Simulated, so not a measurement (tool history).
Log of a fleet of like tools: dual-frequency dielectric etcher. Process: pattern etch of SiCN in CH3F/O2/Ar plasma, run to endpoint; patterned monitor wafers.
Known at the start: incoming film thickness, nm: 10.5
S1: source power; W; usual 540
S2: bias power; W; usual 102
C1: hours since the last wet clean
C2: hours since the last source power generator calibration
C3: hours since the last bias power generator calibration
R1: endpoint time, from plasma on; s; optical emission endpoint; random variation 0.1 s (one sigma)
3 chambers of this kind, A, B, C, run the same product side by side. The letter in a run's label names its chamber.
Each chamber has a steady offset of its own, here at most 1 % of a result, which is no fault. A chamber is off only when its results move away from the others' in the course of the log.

run 1A hour=1.9 | S1=540 S2=102 | C1=147.8 C2=1548.5 C3=2911.8 | R1=22.023
run 2B hour=5.5 | S1=540 S2=102 | C1=170.9 C2=679 C3=1758.5 | R1=22.19
run 3C hour=8.6 | S1=540 S2=102 | C1=189.5 C2=513.9 C3=1924.2 | R1=22.023
run 4A hour=11.7 | S1=540 S2=102 | C1=157.6 C2=1558.3 C3=2921.6 | R1=22.028
run 5B hour=14.4 | S1=540 S2=93 | C1=179.8 C2=687.9 C3=1767.4 | R1=23.166
run 6C hour=18.5 | S1=540 S2=93 | C1=199.4 C2=523.8 C3=1934.1 | R1=22.756
run 7C hour=20.8 | S1=540 S2=93 | C1=201.7 C2=526.1 C3=1936.4 | R1=22.812
run 8A hour=24.9 | S1=470 S2=102 | C1=170.8 C2=1571.5 C3=2934.8 | R1=23.133
run 9B hour=29.1 | S1=470 S2=102 | C1=194.5 C2=702.6 C3=1782.1 | R1=23.291
run 10A hour=33.1 | S1=470 S2=102 | C1=179 C2=1579.7 C3=2943 | R1=22.942
run 11B hour=37 | S1=540 S2=102 | C1=202.4 C2=710.5 C3=1790 | R1=22.203
run 12C hour=40.6 | S1=540 S2=102 | C1=221.5 C2=545.9 C3=1956.2 | R1=22.513
run 13B hour=43.7 | S1=540 S2=102 | C1=209.1 C2=717.2 C3=1796.7 | R1=22.321
run 14C hour=47.6 | S1=540 S2=102 | C1=228.5 C2=552.9 C3=1963.2 | R1=22.609
run 15A hour=50.9 | S1=440 S2=102 | C1=196.8 C2=1597.5 C3=2960.8 | R1=23.768
run 16B hour=54.5 | S1=440 S2=102 | C1=219.9 C2=728 C3=1807.5 | R1=23.942
run 17A hour=57.7 | S1=440 S2=102 | C1=203.6 C2=1604.3 C3=2967.6 | R1=23.666
run 18C hour=59.6 | S1=540 S2=102 | C1=240.5 C2=564.9 C3=1975.2 | R1=22.728
run 19A hour=63.7 | S1=460 S2=92 | C1=209.6 C2=1610.3 C3=2973.6 | R1=24.214
run 20C hour=67.3 | S1=460 S2=92 | C1=248.2 C2=572.6 C3=1982.9 | R1=25.443
run 21B hour=69.5 | S1=460 S2=92 | C1=234.9 C2=743 C3=1822.5 | R1=24.243
run 22B hour=71.5 | S1=540 S2=102 | C1=236.9 C2=745 C3=1824.5 | R1=21.982
run 23C hour=74.2 | S1=540 S2=102 | C1=255.1 C2=579.5 C3=1989.8 | R1=22.923
run 24A hour=76.9 | S1=540 S2=102 | C1=222.8 C2=1623.5 C3=2986.8 | R1=22.007
run 25B hour=78.9 | S1=540 S2=102 | C1=244.3 C2=752.4 C3=1831.9 | R1=22.27
run 26C hour=81.4 | S1=540 S2=102 | C1=262.3 C2=586.7 C3=1997 | R1=23.002
run 27A hour=85.3 | S1=540 S2=102 | C1=231.2 C2=1631.9 C3=2995.2 | R1=21.97
run 28B hour=89.4 | S1=540 S2=102 | C1=254.8 C2=762.9 C3=1842.4 | R1=22.262
run 29C hour=91.5 | S1=540 S2=102 | C1=272.4 C2=596.8 C3=2007.1 | R1=23.315

Next, every chamber runs the same settings. What will each give?
run 30A hour=94.5 | S1=540 S2=86 | R1=?
run 30B hour=94.5 | S1=540 S2=86 | R1=?
run 30C hour=94.5 | S1=540 S2=86 | R1=?

run=30A R1=23.408
run=30B R1=23.474
run=30C R1=24.827
